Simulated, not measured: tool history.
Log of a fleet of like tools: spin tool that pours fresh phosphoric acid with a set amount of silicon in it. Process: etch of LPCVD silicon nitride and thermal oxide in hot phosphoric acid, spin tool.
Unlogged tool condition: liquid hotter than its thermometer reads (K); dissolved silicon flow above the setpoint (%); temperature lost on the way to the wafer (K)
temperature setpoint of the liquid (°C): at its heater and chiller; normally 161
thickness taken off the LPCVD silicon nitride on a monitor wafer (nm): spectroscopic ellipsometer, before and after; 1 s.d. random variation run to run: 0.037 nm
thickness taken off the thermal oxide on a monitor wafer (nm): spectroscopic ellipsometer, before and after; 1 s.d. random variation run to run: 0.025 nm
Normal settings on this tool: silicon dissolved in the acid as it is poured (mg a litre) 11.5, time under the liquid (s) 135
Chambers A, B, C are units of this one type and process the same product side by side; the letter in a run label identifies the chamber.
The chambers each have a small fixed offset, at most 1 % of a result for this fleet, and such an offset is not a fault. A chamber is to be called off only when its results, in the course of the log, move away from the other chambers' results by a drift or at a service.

run	hour	temperature setpoint of the liquid (°C)	silicon dissolved in the acid as it is poured (mg a litre)	time under the liquid (s)	hours since the thermometer was replaced	hours since the dissolved silicon flow meter was replaced	hours since the heated supply line was repaired	read-back film thickness of the LPCVD silicon nitride reference wafer, read on the same gauge (nm)	read-back film thickness of the thermal oxide reference wafer, read on the same gauge (nm)	thickness taken off the LPCVD silicon nitride on a monitor wafer (nm)	thickness taken off the thermal oxide on a monitor wafer (nm)
1C	8.7	161	11.5	135	1300.4	1059.1	412.5	79.978	89.985	10.976	0.31979
2A	16.5	161	11.5	135	663	33.7	817.5	80.017	90.008	10.91	0.31406
3B	23	161	11.5	135	533.2	455.6	2043.2	79.999	89.987	11.002	0.29512
4B	31.7	161	11.5	135	541.9	464.3	2051.9	79.978	89.995	10.918	0.27724
# hour 40.6: chamber B: dissolved silicon flow meter replaced
5A	41.9	161	5	70	688.4	59.1	842.9	79.984	90.012	5.6117	0.19482
6C	47.4	161	5	70	1339.1	1097.8	451.2	79.961	90.011	5.6768	0.17838
7B	55.4	161	5	70	565.6	14.8	2075.6	79.986	89.981	5.6435	0.19522
8A	62.8	161	11.5	135	709.3	80	863.8	79.979	89.995	10.833	0.27101
9C	74.3	161	11.5	135	1366	1124.7	478.1	79.956	90.023	11.01	0.34555
10C	84.9	161	11.5	135	1376.6	1135.3	488.7	79.997	89.995	10.938	0.34827
11A	94.3	161	11.5	135	740.8	111.5	895.3	79.964	89.995	10.898	0.28925
12B	103.1	161	14.5	135	613.3	62.5	2123.3	80.02	90.004	11.003	0.30451
13A	111.8	161	14.5	135	758.3	129	912.8	79.987	89.985	10.822	0.30802
14C	121.9	161	14.5	135	1413.6	1172.3	525.7	79.986	89.996	10.918	0.25331
15B	129.1	161	11.5	135	639.3	88.5	2149.3	80.007	90.01	10.941	0.3215
16A	137.7	161	11.5	135	784.2	154.9	938.7	80.003	90.011	10.791	0.34577
17C	145.8	161	11.5	135	1437.5	1196.2	549.6	80.015	90	10.962	0.30338
18B	151.5	161	5	100	661.7	110.9	2171.7	79.984	89.995	8.1535	0.30673
19A	159.4	161	5	100	805.9	176.6	960.4	80.015	89.994	8.0372	0.28097
20C	171.2	161	5	100	1462.9	1221.6	575	79.995	90.026	8.1713	0.25679
21B	179.6	161	11.5	135	689.8	139	2199.8	79.994	90.014	10.961	0.36123
22C	188.1	161	11.5	135	1479.8	1238.5	591.9	80.038	90.024	10.986	0.3533
23A	197.9	161	11.5	135	844.4	215.1	998.9	80.029	90.015	10.859	0.31589
24B	205.1	161	18.5	135	715.3	164.5	2225.3	79.994	90.01	10.963	0.2723
25B	212.8	161	18.5	135	723	172.2	2233	79.976	89.977	10.959	0.27436
26A	221	161	18.5	135	867.5	238.2	1022	79.992	90.016	10.86	0.27954
27C	230.2	161	11.5	135	1521.9	1280.6	634	80.003	90.002	10.946	0.35051
28A	237.1	161	11.5	135	883.6	254.3	1038.1	79.993	89.997	10.866	0.30764
29C	247	161	11.5	135	1538.7	1297.4	650.8	79.976	90.009	10.994	0.31585
30B	256.8	161	11.5	135	767	216.2	2277	79.991	89.98	10.898	0.32596
31B	265.6	161	11.5	135	775.8	225	2285.8	80.004	90.006	10.972	0.32012
32C	275.6	161	11.5	135	1567.3	1326	679.4	80.024	90.005	10.962	0.34013
33A	284.2	161	11.5	135	930.7	301.4	1085.2	79.991	90.027	10.826	0.36297

Is one chamber out of step, is the gauge drifting, or do the chambers differ by no more than their own small offsets? For an off chamber, give its letter and the likeliest cause.

Beyond each chamber's small constant offset nothing stands out, and the gauge stays steady.
